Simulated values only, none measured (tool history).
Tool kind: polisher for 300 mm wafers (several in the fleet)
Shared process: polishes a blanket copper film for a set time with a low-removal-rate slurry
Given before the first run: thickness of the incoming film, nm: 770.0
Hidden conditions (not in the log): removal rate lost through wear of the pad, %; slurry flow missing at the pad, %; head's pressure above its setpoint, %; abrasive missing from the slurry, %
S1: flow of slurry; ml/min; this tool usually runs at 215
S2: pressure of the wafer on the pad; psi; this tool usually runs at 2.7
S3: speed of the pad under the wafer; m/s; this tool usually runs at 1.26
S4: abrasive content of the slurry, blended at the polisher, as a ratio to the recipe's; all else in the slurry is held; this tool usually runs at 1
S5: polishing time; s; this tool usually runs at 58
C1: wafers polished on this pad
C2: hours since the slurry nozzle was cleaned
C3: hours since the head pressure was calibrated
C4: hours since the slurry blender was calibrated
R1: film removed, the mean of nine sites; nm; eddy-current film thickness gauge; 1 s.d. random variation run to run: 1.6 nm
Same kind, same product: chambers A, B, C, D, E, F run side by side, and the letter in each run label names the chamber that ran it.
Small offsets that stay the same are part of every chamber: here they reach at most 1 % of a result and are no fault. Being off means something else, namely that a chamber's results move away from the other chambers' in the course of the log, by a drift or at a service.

run,hour,S1,S2,S3,S4,S5,C1,C2,C3,C4,R1
# hour 6.4: chamber F: slurry blender recalibrated
1B,7.7,215,2.7,1.26,1,58,831,149.9,834.4,319.8,198.94
2D,13.7,215,2.7,1.26,1,58,487,135.4,110.2,33.1,193.05
# hour 16.4: chamber A: worn pad replaced by a new one
3C,20.6,215,2.7,1.26,1,58,848,249.1,428.6,36.8,191.04
# hour 21.5: chamber E: slurry blender recalibrated
4F,27.2,215,2.7,1.26,1,58,265,562.9,88.7,20.8,195.77
# hour 30.7: chamber A: slurry nozzle cleaned
5E,32.6,215,2.7,1.26,1,58,1036,311.4,63.4,11.1,197.05
# hour 35.3: chamber E: worn pad replaced by a new one
# hour 39.5: chamber F: slurry nozzle cleaned
6A,39.6,215,2.7,1.26,1,58,169,9,233.4,351.2,197.25
7E,49.6,215,2.7,0.88,1,58,104,328.4,80.4,28.1,135.12
8F,58.4,215,2.7,0.88,1,58,492,19,119.9,52,137.35
# hour 60.5: chamber D: worn pad replaced by a new one
# hour 63.1: chamber B: worn pad replaced by a new one
9D,63.2,215,2.7,0.88,1,58,19,184.9,159.7,82.6,136.74
10C,70,215,2.7,0.88,1,58,1208,298.5,478,86.2,135.29
# hour 72.7: chamber C: worn pad replaced by a new one
# hour 73.4: chamber C: slurry nozzle cleaned
11A,75,215,2.7,0.88,1,58,426,44.4,268.8,386.6,134.32
12B,82,215,2.7,0.88,1,58,137,224.2,908.7,394.1,138.13
13B,91.7,215,2.7,1.26,1,58,208,233.9,918.4,403.8,194.38
14C,100.6,215,2.7,1.26,1,58,202,27.2,508.6,116.8,196.73
15A,106.2,215,2.7,1.26,1,58,653,75.6,300,417.8,197.41
16E,114.6,215,2.7,1.26,1,58,577,393.4,145.4,93.1,197.09
17F,121.9,215,2.7,1.26,1,58,954,82.5,183.4,115.5,193.26
# hour 127.4: chamber F: slurry blender recalibrated
18D,130.5,215,2.7,1.26,1,58,509,252.2,227,149.9,195.09
# hour 135.1: chamber D: slurry blender recalibrated
19E,136,215,2.7,1.26,1,58,733,414.8,166.8,114.5,196.45
20C,143.9,180,2.7,1.02,1,58,517,70.5,551.9,160.1,153.81
# hour 148.7: chamber A: slurry blender recalibrated
21D,150.4,180,2.7,1.02,1,58,654,272.1,246.9,15.3,155.66
22B,160.4,180,2.7,1.02,1,58,708,302.6,987.1,472.5,154.14
# hour 164.8: chamber A: worn pad replaced by a new one
# hour 167.6: chamber B: slurry blender recalibrated
23A,168,180,2.7,1.02,1,58,23,137.4,361.8,19.4,161.82
# hour 168.9: chamber D: worn pad replaced by a new one
24F,172.9,180,2.7,1.02,1,58,1324,133.5,234.4,45.5,153.15
25F,179.8,180,2.7,1.02,1,58,1375,140.4,241.3,52.4,154.84
# hour 180.3: chamber F: worn pad replaced by a new one
26D,185,215,2.7,1.26,1,58,117,306.7,281.5,49.9,193.42
# hour 189.4: chamber E: slurry nozzle cleaned
27B,190.9,215,3.5,1.26,1,58,929,333.1,1017.6,23.4,252.08
# hour 196: chamber E: worn pad replaced by a new one
28C,196.4,215,3.5,1.26,1,58,899,123,604.4,212.6,255.49
29A,203.6,215,3.5,1.26,1,58,282,173,397.4,55,267.52
30E,208.6,215,3.5,1.26,1,58,92,19.3,239.4,187.1,255.68
# hour 213: chamber C: worn pad replaced by a new one
# hour 214.7: chamber C: slurry blender recalibrated
31C,215.7,215,3.5,1.26,1,58,20,142.3,623.7,1,251.48
32E,225.5,215,3.5,1.26,1,58,215,36.2,256.3,204,251.47
33F,230.6,215,2.7,1.26,1,58,366,191.2,292.1,103.2,197.1
34B,238.3,215,2.7,1.26,1,58,1274,380.5,1065,70.8,196.01
# hour 246.3: chamber B: slurry nozzle cleaned
35A,247.8,215,2.7,1.26,1,58,604,217.2,441.6,99.2,216.73
# hour 250: chamber B: worn pad replaced by a new one
36D,255.4,215,2.7,1,1,58,629,377.1,351.9,120.3,155.1
37C,265.2,215,2.7,1,1,58,380,191.8,673.2,50.5,154.09
# hour 268.6: chamber D: slurry blender recalibrated
# hour 269: chamber D: worn pad replaced by a new one
38D,271,215,2.7,1,1,58,14,392.7,367.5,2.4,153.55
39B,277,215,2.7,1,1,58,196,30.8,1103.7,109.5,154.64

The same settings go to every chamber for the next run, one line per chamber below. Forecast the results for each:
40A,284.6,215,2.7,1.26,1,58,,,,,?
40B,284.6,215,2.7,1.26,1,58,,,,,?
40C,284.6,215,2.7,1.26,1,58,,,,,?
40D,284.6,215,2.7,1.26,1,58,,,,,?
40E,284.6,215,2.7,1.26,1,58,,,,,?
40F,284.6,215,2.7,1.26,1,58,,,,,?

run,R1
40A,218.21
40B,195.7
40C,195.99
40D,195.75
40E,195.73
40F,193.76
